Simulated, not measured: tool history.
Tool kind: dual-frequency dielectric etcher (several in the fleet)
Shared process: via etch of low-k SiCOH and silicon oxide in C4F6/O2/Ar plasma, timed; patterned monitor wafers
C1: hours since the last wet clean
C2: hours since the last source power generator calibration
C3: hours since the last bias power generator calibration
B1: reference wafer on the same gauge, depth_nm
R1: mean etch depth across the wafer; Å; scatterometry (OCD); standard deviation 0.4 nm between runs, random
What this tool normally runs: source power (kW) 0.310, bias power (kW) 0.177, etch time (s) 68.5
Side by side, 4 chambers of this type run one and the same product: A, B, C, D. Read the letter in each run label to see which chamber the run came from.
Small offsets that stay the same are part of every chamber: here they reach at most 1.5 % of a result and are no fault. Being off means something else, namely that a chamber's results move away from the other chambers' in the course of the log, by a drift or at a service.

At hour 5.2: chamber A: wet clean of the chamber.
Run 1A, hour 7.6: usual settings; C1 2.4; C2 1050.5; C3 2202.0; B1 173.05. Result: R1 1622.6 Å.
Run 2B, hour 22.6: usual settings; C1 275.5; C2 2212.7; C3 1850.8; B1 173.06. Result: R1 1635.0 Å.
Run 3C, hour 29.7: usual settings; C1 288.6; C2 1562.3; C3 3699.0; B1 173.00. Result: R1 1625.2 Å.
Run 4D, hour 38.0: usual settings; C1 347.2; C2 1875.0; C3 1202.7; B1 172.98. Result: R1 1597.4 Å.
Run 5C, hour 47.0: usual settings; C1 305.9; C2 1579.6; C3 3716.3; B1 173.03. Result: R1 1608.7 Å.
Run 6B, hour 56.3: usual settings; C1 309.2; C2 2246.4; C3 1884.5; B1 173.02. Result: R1 1625.6 Å.
Run 7A, hour 64.5: usual settings; C1 59.3; C2 1107.4; C3 2258.9; B1 173.07. Result: R1 1625.1 Å.
At hour 71.8: chamber B: wet clean of the chamber.
Run 8D, hour 76.5: usual settings; C1 385.7; C2 1913.5; C3 1241.2; B1 173.05. Result: R1 1601.2 Å.
Run 9C, hour 90.3: usual settings but bias power (kW) 0.218, etch time (s) 60.0; C1 349.2; C2 1622.9; C3 3759.6; B1 173.03. Result: R1 1515.7 Å.
Run 10D, hour 102.4: usual settings but bias power (kW) 0.218, etch time (s) 60.0; C1 411.6; C2 1939.4; C3 1267.1; B1 172.96. Result: R1 1500.4 Å.
Run 11B, hour 113.6: usual settings but bias power (kW) 0.218, etch time (s) 60.0; C1 41.8; C2 2303.7; C3 1941.8; B1 172.99. Result: R1 1530.4 Å.
Run 12A, hour 125.7: usual settings but bias power (kW) 0.218, etch time (s) 60.0; C1 120.5; C2 1168.6; C3 2320.1; B1 172.93. Result: R1 1521.1 Å.
Run 13B, hour 134.5: usual settings; C1 62.7; C2 2324.6; C3 1962.7; B1 172.90. Result: R1 1629.1 Å.
Run 14C, hour 141.6: usual settings; C1 400.5; C2 1674.2; C3 3810.9; B1 172.91. Result: R1 1611.8 Å.
Run 15A, hour 155.4: usual settings; C1 150.2; C2 1198.3; C3 2349.8; B1 172.97. Result: R1 1629.8 Å.
Run 16D, hour 168.3: usual settings; C1 477.5; C2 2005.3; C3 1333.0; B1 173.00. Result: R1 1603.8 Å.
Run 17B, hour 183.4: usual settings but source power (kW) 0.280, bias power (kW) 0.137; C1 111.6; C2 2373.5; C3 2011.6; B1 172.92. Result: R1 1445.9 Å.
Run 18A, hour 190.5: usual settings but source power (kW) 0.280, bias power (kW) 0.137; C1 185.3; C2 1233.4; C3 2384.9; B1 172.94. Result: R1 1432.5 Å.
At hour 196.9: chamber D: wet clean of the chamber.
Run 19C, hour 204.9: usual settings but source power (kW) 0.280, bias power (kW) 0.137; C1 463.8; C2 1737.5; C3 3874.2; B1 172.91. Result: R1 1429.2 Å.
At hour 212.5: chamber C: wet clean of the chamber.
Run 20D, hour 216.7: usual settings but source power (kW) 0.280, bias power (kW) 0.137; C1 19.9; C2 2053.7; C3 1381.4; B1 173.07. Result: R1 1397.4 Å.
Run 21C, hour 229.2: usual settings; C1 16.7; C2 1761.8; C3 3898.5; B1 172.91. Result: R1 1614.2 Å.
Run 22D, hour 238.0: usual settings; C1 41.2; C2 2075.0; C3 1402.7; B1 173.05. Result: R1 1569.7 Å.
Run 23A, hour 250.2: usual settings; C1 245.0; C2 1293.1; C3 2444.6; B1 173.00. Result: R1 1619.9 Å.
Run 24B, hour 258.4: usual settings; C1 186.6; C2 2448.5; C3 2086.6; B1 172.84. Result: R1 1626.2 Å.
Run 25C, hour 271.5: usual settings; C1 59.0; C2 1804.1; C3 3940.8; B1 173.07. Result: R1 1613.1 Å.
Run 26D, hour 284.4: usual settings; C1 87.6; C2 2121.4; C3 1449.1; B1 172.98. Result: R1 1576.4 Å.
Run 27B, hour 293.1: usual settings; C1 221.3; C2 2483.2; C3 2121.3; B1 173.03. Result: R1 1627.5 Å.
Run 28A, hour 303.8: usual settings; C1 298.6; C2 1346.7; C3 2498.2; B1 173.04. Result: R1 1618.6 Å.
Run 29D, hour 310.8: usual settings; C1 114.0; C2 2147.8; C3 1475.5; B1 173.16. Result: R1 1574.3 Å.
Run 30C, hour 326.0: usual settings; C1 113.5; C2 1858.6; C3 3995.3; B1 173.01. Result: R1 1617.6 Å.
Run 31B, hour 337.2: usual settings; C1 265.4; C2 2527.3; C3 2165.4; B1 173.05. Result: R1 1632.8 Å.
At hour 349.8: chamber C: source power generator calibrated.
Run 32A, hour 350.9: usual settings; C1 345.7; C2 1393.8; C3 2545.3; B1 172.82. Result: R1 1619.8 Å.
Run 33B, hour 364.7: usual settings; C1 292.9; C2 2554.8; C3 2192.9; B1 173.03. Result: R1 1639.1 Å.
Run 34C, hour 374.6: usual settings but source power (kW) 0.370; C1 162.1; C2 24.9; C3 4043.9; B1 173.06. Result: R1 1735.9 Å.
Run 35D, hour 385.8: usual settings but source power (kW) 0.370; C1 189.0; C2 2222.8; C3 1550.5; B1 172.96. Result: R1 1682.1 Å.
Run 36A, hour 397.8: usual settings but source power (kW) 0.370; C1 392.6; C2 1440.7; C3 2592.2; B1 173.06. Result: R1 1732.4 Å.
Run 37D, hour 408.2: usual settings but source power (kW) 0.370; C1 211.4; C2 2245.2; C3 1572.9; B1 172.86. Result: R1 1694.0 Å.

One chamber off, gauge drift, or nothing amiss beyond the chambers' own small offsets? If it is a chamber, which one, and what is the likeliest cause?

After it was serviced, chamber D no longer matches the other chambers.
Likeliest cause: etch rate under this chamber's usual, % = 1.99.

Which of the 4 candidates below, each the usual settings with something changed and its results left as question marks, puts chamber D back in line with what the other chambers give on the usual settings?
Allowed miss from the other chambers' usual-settings mean, per result, to count as in line: R1 14.0 Å
Run 38D-1, hour 419.2: usual settings but bias power (kW) 0.179, etch time (s) 72.0. Result: R1 ?.
Run 38D-2, hour 419.2: usual settings but bias power (kW) 0.178, etch time (s) 70.5. Result: R1 ?.
Run 38D-3, hour 419.2: usual settings but bias power (kW) 0.176, etch time (s) 66.5. Result: R1 ?.
Run 38D-4, hour 419.2: usual settings but source power (kW) 0.270. Result: R1 ?.

Usual-settings mean across the other chambers: R1 1624.6 Å
  run      R1
38D-1  1658.3
38D-2  1620.9
38D-3  1523.4
38D-4  1488.9
38D-2 brings the chamber back in line.

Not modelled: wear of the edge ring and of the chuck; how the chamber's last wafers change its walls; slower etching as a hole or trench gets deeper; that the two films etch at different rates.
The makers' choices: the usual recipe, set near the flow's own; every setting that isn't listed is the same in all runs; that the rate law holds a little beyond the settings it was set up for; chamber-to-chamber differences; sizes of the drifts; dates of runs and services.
